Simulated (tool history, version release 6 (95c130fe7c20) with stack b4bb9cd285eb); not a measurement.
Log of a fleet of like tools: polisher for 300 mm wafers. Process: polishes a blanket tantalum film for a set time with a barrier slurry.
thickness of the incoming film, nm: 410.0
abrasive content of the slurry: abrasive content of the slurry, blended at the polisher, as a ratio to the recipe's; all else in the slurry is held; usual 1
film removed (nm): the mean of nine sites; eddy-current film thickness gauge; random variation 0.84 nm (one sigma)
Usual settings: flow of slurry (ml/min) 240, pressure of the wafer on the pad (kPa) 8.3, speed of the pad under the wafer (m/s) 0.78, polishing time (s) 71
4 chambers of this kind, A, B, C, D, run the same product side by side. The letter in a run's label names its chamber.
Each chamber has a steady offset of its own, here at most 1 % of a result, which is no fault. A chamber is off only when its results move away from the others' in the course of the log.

run,hour,flow of slurry (ml/min),pressure of the wafer on the pad (kPa),speed of the pad under the wafer (m/s),abrasive content of the slurry,polishing time (s),film removed (nm)
# hour 5.8: chamber D: head pressure recalibrated
1D,8.3,240,8.3,0.78,1,71,64.008
# hour 17.7: chamber C: worn pad replaced by a new one
2C,19.1,240,8.3,0.78,1,71,63.953
3B,28.2,240,8.3,0.78,1,71,62.839
# hour 32.3: chamber A: slurry nozzle cleaned
4A,36.2,240,8.3,0.78,1,71,63.933
5C,41.8,240,8.3,0.78,1,71,64.438
6B,50.2,240,8.3,0.78,1,71,64.811
# hour 53.3: chamber C: slurry blender recalibrated
7D,55.9,240,8.3,0.78,1,71,64.922
8A,66.8,200,8.3,0.78,1,47,40.555
# hour 75.3: chamber B: worn pad replaced by a new one
9B,76.7,200,8.3,0.78,1,47,41.73
10A,84.7,200,8.3,0.78,1,47,41.603
# hour 90.7: chamber D: worn pad replaced by a new one
11D,92.6,200,8.3,0.78,1,47,42.019
12C,102.7,240,8.3,0.78,1,71,64.807
# hour 103.3: chamber B: slurry blender recalibrated
# hour 110.9: chamber D: slurry nozzle cleaned
13C,114.6,240,8.3,0.78,1,71,62.479
14A,121.3,240,8.3,0.78,1,71,62.851
# hour 127.3: chamber C: worn pad replaced by a new one
15D,130,315,8.3,0.78,0.85,71,62.02
16B,136.5,315,8.3,0.78,0.85,71,63.927
17C,146,315,8.3,0.78,0.85,71,62.069
# hour 148.5: chamber B: slurry nozzle cleaned
18D,156.9,315,8.3,0.78,0.85,71,60.525
# hour 161: chamber C: slurry blender recalibrated
19A,164.5,240,8.3,0.78,1,71,63.763
20B,169.7,240,8.3,0.78,1,71,64.903
# hour 173: chamber A: worn pad replaced by a new one
21B,181.1,240,8.3,0.78,1,71,64.452
# hour 183: chamber B: worn pad replaced by a new one
22C,192.3,240,8.3,0.78,1,71,63.467
23D,198.7,240,8.3,0.78,1,71,62.325
24A,207.4,240,8.3,0.78,1,71,63.584
# hour 210.3: chamber D: worn pad replaced by a new one
25B,212.9,240,8.3,0.78,1,71,64.435
# hour 216.9: chamber A: slurry blender recalibrated
26D,221.3,195,8.3,0.54,1,71,41.28
# hour 227.2: chamber C: worn pad replaced by a new one
27C,231.9,195,8.3,0.54,1,71,42.824
28A,238.2,195,8.3,0.54,1,71,42.545
29C,248.6,195,8.3,0.54,1,71,42.008
30A,256.8,240,8.3,0.78,1,71,63.947
31D,262.9,240,8.3,0.78,1,71,59.391
32B,270.9,240,8.3,0.78,1,71,64.357

Is one chamber off against the others, does the gauge drift, or is nothing wrong? If a chamber is off, say which, and what the likeliest cause is.

Chamber D drifts away from the others.
Cause: abrasive missing from the slurry, % = 20.9.
The log may not tell that from: head's pressure below its setpoint, %.

Here are 4 candidates for chamber D's next run, each the usual settings with a change, their results left as question marks. Which one brings its results back in line with what the others give on the usual settings?
In line means no further than this from the other chambers' mean on the usual settings: film removed (nm) 2.9
33D-1,279.4,240,8.3,0.78,1,68,?
33D-2,279.4,240,7.6,0.74,1,71,?
33D-3,279.4,240,8.3,0.8,1,73,?
33D-4,279.4,245,8.3,0.9,1,71,?

The other chambers' mean on the usual settings: film removed (nm) 63.612
run,film removed (nm)
33D-1,57.502
33D-2,52.251
33D-3,63.294
33D-4,69.325
33D-3 brings the chamber back in line.
